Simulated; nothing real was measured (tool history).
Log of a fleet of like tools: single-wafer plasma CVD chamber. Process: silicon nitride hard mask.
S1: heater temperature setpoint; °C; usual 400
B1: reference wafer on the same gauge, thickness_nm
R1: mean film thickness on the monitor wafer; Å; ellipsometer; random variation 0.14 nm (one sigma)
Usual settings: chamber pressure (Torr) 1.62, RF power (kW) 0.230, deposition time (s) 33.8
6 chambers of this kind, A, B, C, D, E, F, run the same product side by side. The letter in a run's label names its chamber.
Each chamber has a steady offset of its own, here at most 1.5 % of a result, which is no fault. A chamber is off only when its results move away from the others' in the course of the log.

Run 1B, hour 7.0: usual settings; B1 27.593. Result: R1 322.37 Å.
Run 2A, hour 15.3: usual settings; B1 27.603. Result: R1 329.54 Å.
Run 3C, hour 23.3: usual settings; B1 27.616. Result: R1 324.17 Å.
Run 4D, hour 31.0: usual settings; B1 27.606. Result: R1 323.81 Å.
Run 5F, hour 42.5: usual settings but S1 390 °C, deposition time (s) 27.4; B1 27.597. Result: R1 263.81 Å.
Run 6E, hour 53.0: usual settings but S1 390 °C, deposition time (s) 27.4; B1 27.610. Result: R1 268.22 Å.
At hour 61.7: chamber B: thermocouple changed; heater temperature recalibrated.
Run 7D, hour 64.1: usual settings but S1 390 °C, deposition time (s) 27.4; B1 27.576. Result: R1 261.74 Å.
Run 8A, hour 75.3: usual settings but S1 390 °C, deposition time (s) 27.4; B1 27.593. Result: R1 265.90 Å.
Run 9F, hour 89.0: usual settings but S1 390 °C, deposition time (s) 27.4; B1 27.600. Result: R1 261.62 Å.
Run 10B, hour 102.7: usual settings but S1 390 °C, deposition time (s) 27.4; B1 27.589. Result: R1 263.37 Å.
Run 11C, hour 115.2: usual settings; B1 27.612. Result: R1 323.06 Å.
Run 12E, hour 128.5: usual settings; B1 27.597. Result: R1 327.77 Å.
Run 13C, hour 137.7: usual settings; B1 27.621. Result: R1 322.91 Å.
Run 14A, hour 145.7: usual settings but chamber pressure (Torr) 1.94; B1 27.580. Result: R1 344.49 Å.
Run 15D, hour 157.9: usual settings but chamber pressure (Torr) 1.94; B1 27.581. Result: R1 343.15 Å.
Run 16F, hour 164.9: usual settings but chamber pressure (Torr) 1.94; B1 27.596. Result: R1 342.78 Å.
Run 17B, hour 175.9: usual settings but chamber pressure (Torr) 1.94; B1 27.598. Result: R1 339.27 Å.
Run 18E, hour 184.9: usual settings but chamber pressure (Torr) 1.94; B1 27.618. Result: R1 345.46 Å.
Run 19D, hour 198.3: usual settings but chamber pressure (Torr) 1.94; B1 27.599. Result: R1 340.99 Å.
Run 20E, hour 210.9: usual settings; B1 27.581. Result: R1 329.06 Å.
Run 21A, hour 224.0: usual settings; B1 27.608. Result: R1 328.06 Å.
Run 22B, hour 236.4: usual settings; B1 27.610. Result: R1 323.06 Å.
Run 23F, hour 248.5: usual settings; B1 27.605. Result: R1 319.34 Å.
Run 24C, hour 255.5: usual settings but chamber pressure (Torr) 1.87, RF power (kW) 0.255; B1 27.575. Result: R1 362.87 Å.
Run 25F, hour 265.7: usual settings but chamber pressure (Torr) 1.87, RF power (kW) 0.255; B1 27.617. Result: R1 358.84 Å.
Run 26B, hour 275.6: usual settings but chamber pressure (Torr) 1.87, RF power (kW) 0.255; B1 27.602. Result: R1 362.01 Å.
Run 27E, hour 286.8: usual settings but chamber pressure (Torr) 1.87, RF power (kW) 0.255; B1 27.589. Result: R1 366.51 Å.
Run 28D, hour 299.2: usual settings but chamber pressure (Torr) 1.87, RF power (kW) 0.255; B1 27.606. Result: R1 367.48 Å.
Run 29C, hour 309.8: usual settings but chamber pressure (Torr) 1.87, RF power (kW) 0.255; B1 27.590. Result: R1 362.36 Å.
Run 30A, hour 317.2: usual settings; B1 27.592. Result: R1 327.36 Å.
Run 31A, hour 327.4: usual settings; B1 27.601. Result: R1 327.47 Å.
Run 32E, hour 335.4: usual settings; B1 27.632. Result: R1 326.60 Å.
At hour 341.5: chamber B: capacitance manometer re-zeroed and calibrated.
Run 33F, hour 346.1: usual settings; B1 27.599. Result: R1 314.92 Å.
At hour 352.6: chamber F: thermocouple changed; heater temperature recalibrated.
Run 34B, hour 358.4: usual settings; B1 27.606. Result: R1 322.55 Å.
Run 35C, hour 364.8: usual settings; B1 27.584. Result: R1 324.22 Å.
Run 36D, hour 371.8: usual settings; B1 27.642. Result: R1 325.77 Å.
Run 37D, hour 385.2: usual settings; B1 27.601. Result: R1 322.25 Å.
At hour 397.3: chamber E: thermocouple changed; heater temperature recalibrated.
Run 38C, hour 397.9: usual settings but S1 412 °C, deposition time (s) 36.7; B1 27.599. Result: R1 349.68 Å.
Run 39F, hour 407.2: usual settings but S1 412 °C, deposition time (s) 36.7; B1 27.608. Result: R1 338.12 Å.
Run 40B, hour 420.1: usual settings but S1 412 °C, deposition time (s) 36.7; B1 27.587. Result: R1 350.57 Å.
Run 41A, hour 426.3: usual settings but S1 412 °C, deposition time (s) 36.7; B1 27.584. Result: R1 354.90 Å.
Run 42E, hour 439.7: usual settings but S1 412 °C, deposition time (s) 36.7; B1 27.571. Result: R1 354.04 Å.

Next, every chamber runs the same settings. What will each give?
Run 43A, hour 449.6: usual settings but chamber pressure (Torr) 1.36. Result: R1 ?.
Run 43B, hour 449.6: usual settings but chamber pressure (Torr) 1.36. Result: R1 ?.
Run 43C, hour 449.6: usual settings but chamber pressure (Torr) 1.36. Result: R1 ?.
Run 43D, hour 449.6: usual settings but chamber pressure (Torr) 1.36. Result: R1 ?.
Run 43E, hour 449.6: usual settings but chamber pressure (Torr) 1.36. Result: R1 ?.
Run 43F, hour 449.6: usual settings but chamber pressure (Torr) 1.36. Result: R1 ?.

run      R1
43A  311.01
43B  306.69
43C  306.41
43D  307.03
43E  308.90
43F  293.52
